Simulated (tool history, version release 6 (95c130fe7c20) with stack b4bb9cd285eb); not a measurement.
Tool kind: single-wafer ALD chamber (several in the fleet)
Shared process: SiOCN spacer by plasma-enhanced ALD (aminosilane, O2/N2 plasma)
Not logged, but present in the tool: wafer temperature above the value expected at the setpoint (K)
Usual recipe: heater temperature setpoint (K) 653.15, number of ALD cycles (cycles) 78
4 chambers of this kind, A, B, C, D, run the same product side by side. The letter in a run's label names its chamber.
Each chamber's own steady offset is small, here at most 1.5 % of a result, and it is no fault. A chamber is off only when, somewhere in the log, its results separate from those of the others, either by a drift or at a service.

run   hour  heater temperature setpoint (K)  number of ALD cycles (cycles)  hours since the last thermocouple change  read-back reference wafer on the same gauge, thickness_nm  mean film thickness on the monitor wafer (nm)
 1B    5.7                           653.15                             78                                     434.0                                                     4.9885                                         4.6949
 2A   12.6                           653.15                             78                                     252.7                                                     4.9905                                         4.6945
 3D   20.2                           653.15                             78                                    1216.6                                                     4.9884                                         4.7363
 4C   27.7                           653.15                             78                                     982.5                                                     4.9886                                         4.6535
 5C   36.4                           653.15                             78                                     991.2                                                     4.9857                                         4.6579
 6B   46.6                           653.15                             78                                     474.9                                                     4.9897                                         4.7191
 7A   52.9                           653.15                             78                                     293.0                                                     4.9910                                         4.7297
 8D   61.0                           653.15                             71                                    1257.4                                                     4.9870                                         4.2737
 9A   67.9                           653.15                             71                                     308.0                                                     4.9894                                         4.2879
10D   74.9                           653.15                             71                                    1271.3                                                     4.9916                                         4.2903
11B   82.3                           653.15                             71                                     510.6                                                     4.9863                                         4.3168
12C   89.1                           653.15                             78                                    1043.9                                                     4.9893                                         4.6316
13C   95.5                           653.15                             78                                    1050.3                                                     4.9905                                         4.6607
14B  101.6                           653.15                             78                                     529.9                                                     4.9913                                         4.7085
15A  108.2                           658.15                             83                                     348.3                                                     4.9879                                         5.0028
16D  113.6                           658.15                             83                                    1310.0                                                     4.9927                                         5.0074
17A  121.5                           658.15                             83                                     361.6                                                     4.9928                                         4.9871
18C  127.7                           658.15                             83                                    1082.5                                                     4.9941                                         4.9553
19D  136.8                           653.15                             78                                    1333.2                                                     4.9912                                         4.7068
20B  142.5                           653.15                             78                                     570.8                                                     4.9908                                         4.7161
21C  150.2                           653.15                             78                                    1105.0                                                     4.9929                                         4.6343
22B  155.1                           653.15                             78                                     583.4                                                     4.9899                                         4.6995
23A  161.5                           653.15                             78                                     401.6                                                     4.9891                                         4.7211
24D  170.7                           663.15                             85                                    1367.1                                                     4.9889                                         5.1231
25C  181.1                           663.15                             85                                    1135.9                                                     4.9915                                         5.0732
26A  188.4                           663.15                             85                                     428.5                                                     4.9899                                         5.1106
27B  197.3                           663.15                             85                                     625.6                                                     4.9879                                         5.1632
28D  206.4                           653.15                             78                                    1402.8                                                     4.9901                                         4.7126

Decide between three cases: one chamber stands off from its peers, the gauge reading all wafers drifts, or nothing is wrong past each chamber's small offset. Where a chamber is off, say which and what most likely put it there.

Beyond each chamber's small constant offset nothing stands out, and the gauge stays steady.

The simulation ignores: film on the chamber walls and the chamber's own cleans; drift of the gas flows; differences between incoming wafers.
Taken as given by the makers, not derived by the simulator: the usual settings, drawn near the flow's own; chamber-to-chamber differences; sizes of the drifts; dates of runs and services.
